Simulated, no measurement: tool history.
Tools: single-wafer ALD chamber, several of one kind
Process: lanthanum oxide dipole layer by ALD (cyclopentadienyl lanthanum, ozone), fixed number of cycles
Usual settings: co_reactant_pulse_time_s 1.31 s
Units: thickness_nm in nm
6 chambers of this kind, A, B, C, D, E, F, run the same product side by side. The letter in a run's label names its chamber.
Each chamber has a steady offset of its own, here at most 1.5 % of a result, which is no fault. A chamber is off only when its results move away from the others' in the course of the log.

run	hour	co_reactant_pulse_time_s	read-back reference wafer on the same gauge, thickness_nm	thickness_nm
1B	7.3	1.31	0.49692	0.53726
2E	13.7	1.31	0.49681	0.53009
3C	21.1	1.31	0.49683	0.53019
4F	28.8	1.31	0.49662	0.53374
5A	34.5	1.31	0.49661	0.53685
6D	39.8	1.77	0.49657	0.56227
7F	46.6	1.77	0.49652	0.56075
8B	58.2	1.77	0.49631	0.56230
9E	65.1	1.77	0.49636	0.55313
10A	71.9	1.77	0.49603	0.56350
11C	81.3	1.77	0.49627	0.55427
# hour 82.3: chamber A: thermocouple changed; heater temperature recalibrated
12D	87.4	1.31	0.49600	0.53572
13E	92.7	1.31	0.49595	0.52676
14A	103.1	1.31	0.49589	0.53469
15F	108.3	1.31	0.49585	0.53283
16C	115.0	1.31	0.49567	0.52882
17D	121.1	1.31	0.49577	0.53464
18B	129.0	1.31	0.49566	0.53635
19B	136.3	1.31	0.49546	0.53475
20D	148.0	1.31	0.49546	0.53435
21E	158.9	1.31	0.49535	0.52562
22A	164.5	1.31	0.49537	0.53477
23C	170.6	1.31	0.49500	0.52801
24F	178.9	1.11	0.49493	0.51180
25F	190.7	1.11	0.49503	0.51060
26A	202.4	1.11	0.49466	0.51407
27C	212.3	1.11	0.49454	0.50680
28E	222.1	1.11	0.49453	0.50686
29B	227.6	1.11	0.49463	0.51271
30D	239.4	1.31	0.49446	0.53345
31B	246.5	1.31	0.49427	0.53401
32E	252.7	1.31	0.49435	0.52578
33C	261.5	1.31	0.49424	0.52643
34F	271.3	1.31	0.49392	0.53083
35A	276.8	1.31	0.49392	0.53330
36D	283.2	1.31	0.49393	0.53294

Next, every chamber runs the same settings. What will each give?
37A	291.7	0.96		?
37B	291.7	0.96		?
37C	291.7	0.96		?
37D	291.7	0.96		?
37E	291.7	0.96		?
37F	291.7	0.96		?

run	thickness_nm
37A	0.49035
37B	0.48999
37C	0.48371
37D	0.49092
37E	0.48527
37F	0.49071
